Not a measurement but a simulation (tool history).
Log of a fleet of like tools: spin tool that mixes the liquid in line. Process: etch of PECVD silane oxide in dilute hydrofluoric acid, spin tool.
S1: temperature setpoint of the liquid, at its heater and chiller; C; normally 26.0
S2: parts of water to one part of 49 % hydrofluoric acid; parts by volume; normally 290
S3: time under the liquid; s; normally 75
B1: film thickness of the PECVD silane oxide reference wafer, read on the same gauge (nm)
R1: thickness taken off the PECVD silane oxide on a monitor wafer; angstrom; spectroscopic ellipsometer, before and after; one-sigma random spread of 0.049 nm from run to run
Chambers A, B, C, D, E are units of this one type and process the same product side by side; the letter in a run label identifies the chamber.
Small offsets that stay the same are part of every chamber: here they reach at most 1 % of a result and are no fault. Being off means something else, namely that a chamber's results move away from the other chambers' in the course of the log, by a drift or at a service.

| run | hour | S1 | S2 | S3 | B1 | R1 |
|---|---|---|---|---|---|---|
| 1D | 3.5 | 26.0 | 290 | 75 | 109.99 | 75.456 |
| 2E | 7.1 | 26.0 | 290 | 75 | 109.98 | 76.771 |
| 3B | 10.8 | 26.0 | 290 | 75 | 109.99 | 75.816 |
| 4A | 13.6 | 26.0 | 290 | 75 | 110.00 | 75.656 |
| 5C | 18.1 | 26.0 | 290 | 75 | 109.97 | 77.355 |
| 6C | 20.6 | 26.0 | 290 | 75 | 110.00 | 76.259 |
| 7D | 23.6 | 26.0 | 290 | 75 | 109.98 | 76.158 |
| 8E | 28.0 | 28.5 | 290 | 40 | 109.97 | 44.006 |
| 9B | 31.6 | 28.5 | 290 | 40 | 110.03 | 43.641 |
| 10A | 35.7 | 28.5 | 290 | 40 | 110.01 | 43.576 |
| 11E | 39.8 | 28.5 | 290 | 40 | 110.02 | 43.822 |
| 12B | 42.3 | 28.5 | 290 | 40 | 110.01 | 44.320 |
| 13A | 45.9 | 26.0 | 290 | 75 | 109.96 | 75.259 |
| 14D | 48.3 | 26.0 | 290 | 75 | 110.00 | 76.647 |
| 15C | 52.3 | 26.0 | 290 | 75 | 110.03 | 76.023 |
| 16C | 55.2 | 26.0 | 290 | 75 | 110.00 | 75.595 |
| 17B | 58.9 | 26.0 | 290 | 75 | 110.02 | 76.833 |
| 18E | 62.5 | 26.0 | 290 | 75 | 110.01 | 75.874 |
| 19D | 64.7 | 26.0 | 290 | 75 | 109.99 | 76.145 |
| 20A | 67.1 | 26.0 | 290 | 75 | 110.00 | 75.712 |
| 21E | 70.3 | 26.0 | 290 | 75 | 109.99 | 76.349 |
| 22A | 73.9 | 26.0 | 290 | 75 | 110.00 | 75.131 |
|  | 76.0 | chamber B: hydrofluoric acid flow meter replaced |
| 23D | 76.8 | 26.0 | 290 | 75 | 109.99 | 76.154 |
| 24C | 79.4 | 26.0 | 290 | 75 | 109.99 | 77.233 |
| 25B | 83.4 | 26.0 | 290 | 75 | 110.00 | 75.785 |
| 26C | 86.3 | 26.0 | 290 | 75 | 109.97 | 77.010 |
| 27D | 90.5 | 26.0 | 290 | 75 | 110.00 | 78.073 |
| 28B | 93.1 | 26.0 | 160 | 115 | 110.01 | 243.450 |
| 29E | 97.1 | 26.0 | 160 | 115 | 110.02 | 240.990 |
| 30A | 99.9 | 26.0 | 160 | 115 | 109.98 | 238.110 |
| 31A | 104.1 | 26.0 | 160 | 115 | 110.00 | 241.660 |
| 32D | 107.0 | 26.0 | 160 | 115 | 110.01 | 253.660 |
| 33C | 110.4 | 26.0 | 290 | 75 | 110.00 | 76.718 |
| 34E | 114.7 | 26.0 | 290 | 75 | 110.00 | 76.700 |
| 35B | 118.4 | 26.0 | 290 | 75 | 110.02 | 76.333 |
| 36E | 121.2 | 26.0 | 200 | 115 | 110.00 | 184.670 |
| 37D | 124.2 | 26.0 | 200 | 115 | 109.99 | 193.690 |

All 5 chambers run these settings next. Forecast each chamber's results:
| 38A | 127.5 | 26.0 | 290 | 75 |  | ? |
| 38B | 127.5 | 26.0 | 290 | 75 |  | ? |
| 38C | 127.5 | 26.0 | 290 | 75 |  | ? |
| 38D | 127.5 | 26.0 | 290 | 75 |  | ? |
| 38E | 127.5 | 26.0 | 290 | 75 |  | ? |

| run | R1 |
|---|---|
| 38A | 75.309 |
| 38B | 76.498 |
| 38C | 77.112 |
| 38D | 80.028 |
| 38E | 76.403 |
